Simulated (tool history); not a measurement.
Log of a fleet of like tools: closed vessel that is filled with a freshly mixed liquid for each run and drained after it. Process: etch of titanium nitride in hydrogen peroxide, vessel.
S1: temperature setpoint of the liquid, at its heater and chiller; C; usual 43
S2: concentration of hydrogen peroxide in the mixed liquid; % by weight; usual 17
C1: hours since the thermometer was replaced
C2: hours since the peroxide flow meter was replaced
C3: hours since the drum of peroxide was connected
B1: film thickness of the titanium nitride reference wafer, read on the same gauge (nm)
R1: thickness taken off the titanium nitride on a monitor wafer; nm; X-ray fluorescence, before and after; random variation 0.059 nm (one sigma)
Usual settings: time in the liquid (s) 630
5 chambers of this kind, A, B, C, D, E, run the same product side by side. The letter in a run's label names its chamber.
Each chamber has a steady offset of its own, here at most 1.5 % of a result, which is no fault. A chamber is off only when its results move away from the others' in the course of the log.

run 1A hour=9.9 | S1=43 S2=17 time_in_the_liquid_(s)=630 | C1=900.4 C2=185.9 C3=515.6 | B1=89.979 | R1=14.008
run 2D hour=18.5 | S1=43 S2=17 time_in_the_liquid_(s)=630 | C1=36.4 C2=1355.8 C3=100.3 | B1=89.98 | R1=14.122
run 3B hour=24 | S1=43 S2=17 time_in_the_liquid_(s)=630 | C1=1862.6 C2=26 C3=114.7 | B1=89.999 | R1=14.215
run 4C hour=29.2 | S1=43 S2=17 time_in_the_liquid_(s)=630 | C1=132 C2=145.2 C3=1053.3 | B1=90.017 | R1=14.056
run 5E hour=34.6 | S1=43 S2=17 time_in_the_liquid_(s)=630 | C1=362.6 C2=1308.9 C3=471.6 | B1=89.971 | R1=14.044
run 6D hour=40.2 | S1=43 S2=17 time_in_the_liquid_(s)=630 | C1=58.1 C2=1377.5 C3=122 | B1=90.014 | R1=14.071
-- hour=46.1 chamber A: new drum of peroxide connected
run 7C hour=49.2 | S1=43 S2=17 time_in_the_liquid_(s)=630 | C1=152 C2=165.2 C3=1073.3 | B1=89.992 | R1=13.95
-- hour=50.3 chamber D: peroxide flow meter replaced
run 8B hour=59.9 | S1=43 S2=21 time_in_the_liquid_(s)=795 | C1=1898.5 C2=61.9 C3=150.6 | B1=90 | R1=18.914
run 9A hour=64.5 | S1=43 S2=21 time_in_the_liquid_(s)=795 | C1=955 C2=240.5 C3=18.4 | B1=90.001 | R1=18.558
run 10E hour=73.1 | S1=43 S2=21 time_in_the_liquid_(s)=795 | C1=401.1 C2=1347.4 C3=510.1 | B1=89.957 | R1=18.392
run 11B hour=78.8 | S1=43 S2=21 time_in_the_liquid_(s)=795 | C1=1917.4 C2=80.8 C3=169.5 | B1=89.961 | R1=18.809
run 12A hour=86.9 | S1=43 S2=21 time_in_the_liquid_(s)=795 | C1=977.4 C2=262.9 C3=40.8 | B1=89.981 | R1=18.557
run 13C hour=92.3 | S1=43 S2=17 time_in_the_liquid_(s)=630 | C1=195.1 C2=208.3 C3=1116.4 | B1=90.014 | R1=13.993
run 14D hour=97.5 | S1=43 S2=17 time_in_the_liquid_(s)=630 | C1=115.4 C2=47.3 C3=179.3 | B1=90.008 | R1=14.153
-- hour=106.9 chamber E: new drum of peroxide connected
run 15E hour=107.4 | S1=43 S2=17 time_in_the_liquid_(s)=630 | C1=435.4 C2=1381.7 C3=0.6 | B1=90.049 | R1=14.018
run 16C hour=117.9 | S1=39 S2=21.5 time_in_the_liquid_(s)=630 | C1=220.7 C2=233.9 C3=1142 | B1=90.04 | R1=10.871
run 17D hour=125 | S1=39 S2=21.5 time_in_the_liquid_(s)=630 | C1=142.9 C2=74.8 C3=206.8 | B1=89.986 | R1=10.832
run 18E hour=132.6 | S1=39 S2=21.5 time_in_the_liquid_(s)=630 | C1=460.6 C2=1406.9 C3=25.8 | B1=90.012 | R1=10.836
run 19B hour=142.8 | S1=39 S2=21.5 time_in_the_liquid_(s)=630 | C1=1981.4 C2=144.8 C3=233.5 | B1=89.987 | R1=11.061
run 20A hour=149.6 | S1=39 S2=21.5 time_in_the_liquid_(s)=630 | C1=1040.1 C2=325.6 C3=103.5 | B1=89.973 | R1=10.753
run 21A hour=155.5 | S1=43 S2=17 time_in_the_liquid_(s)=630 | C1=1046 C2=331.5 C3=109.4 | B1=90.013 | R1=14.015
run 22C hour=161.9 | S1=43 S2=17 time_in_the_liquid_(s)=630 | C1=264.7 C2=277.9 C3=1186 | B1=89.997 | R1=13.96
run 23E hour=169.4 | S1=43 S2=17 time_in_the_liquid_(s)=630 | C1=497.4 C2=1443.7 C3=62.6 | B1=89.97 | R1=14.107
run 24B hour=179.1 | S1=43 S2=17 time_in_the_liquid_(s)=630 | C1=2017.7 C2=181.1 C3=269.8 | B1=89.952 | R1=14.277
run 25D hour=187.8 | S1=43 S2=17 time_in_the_liquid_(s)=630 | C1=205.7 C2=137.6 C3=269.6 | B1=90.026 | R1=14.137
run 26D hour=195 | S1=43 S2=17 time_in_the_liquid_(s)=630 | C1=212.9 C2=144.8 C3=276.8 | B1=90.025 | R1=14.09
run 27B hour=203.7 | S1=43 S2=17 time_in_the_liquid_(s)=630 | C1=2042.3 C2=205.7 C3=294.4 | B1=89.962 | R1=14.288
run 28A hour=213.2 | S1=43 S2=17 time_in_the_liquid_(s)=630 | C1=1103.7 C2=389.2 C3=167.1 | B1=89.991 | R1=13.838
run 29C hour=223.5 | S1=43 S2=17 time_in_the_liquid_(s)=630 | C1=326.3 C2=339.5 C3=1247.6 | B1=89.991 | R1=13.945
run 30E hour=228.5 | S1=43 S2=17 time_in_the_liquid_(s)=630 | C1=556.5 C2=1502.8 C3=121.7 | B1=90.024 | R1=14.023
run 31D hour=235 | S1=43 S2=17 time_in_the_liquid_(s)=630 | C1=252.9 C2=184.8 C3=316.8 | B1=90.028 | R1=14.032
run 32A hour=242.9 | S1=52 S2=17 time_in_the_liquid_(s)=840 | C1=1133.4 C2=418.9 C3=196.8 | B1=90.005 | R1=35.845
run 33B hour=248.3 | S1=52 S2=17 time_in_the_liquid_(s)=840 | C1=2086.9 C2=250.3 C3=339 | B1=89.986 | R1=36.637
run 34C hour=253.1 | S1=52 S2=17 time_in_the_liquid_(s)=840 | C1=355.9 C2=369.1 C3=1277.2 | B1=89.972 | R1=35.5
run 35E hour=260.8 | S1=52 S2=17 time_in_the_liquid_(s)=840 | C1=588.8 C2=1535.1 C3=154 | B1=90.025 | R1=36.286
run 36A hour=269.3 | S1=52 S2=17 time_in_the_liquid_(s)=840 | C1=1159.8 C2=445.3 C3=223.2 | B1=90 | R1=35.729

Next, every chamber runs the same settings. What will each give?
run 37A hour=276.9 | S1=33 S2=17 time_in_the_liquid_(s)=630 | R1=?
run 37B hour=276.9 | S1=33 S2=17 time_in_the_liquid_(s)=630 | R1=?
run 37C hour=276.9 | S1=33 S2=17 time_in_the_liquid_(s)=630 | R1=?
run 37D hour=276.9 | S1=33 S2=17 time_in_the_liquid_(s)=630 | R1=?
run 37E hour=276.9 | S1=33 S2=17 time_in_the_liquid_(s)=630 | R1=?

run=37A R1=6.3026
run=37B R1=6.4994
run=37C R1=6.5062
run=37D R1=6.3308
run=37E R1=6.4597
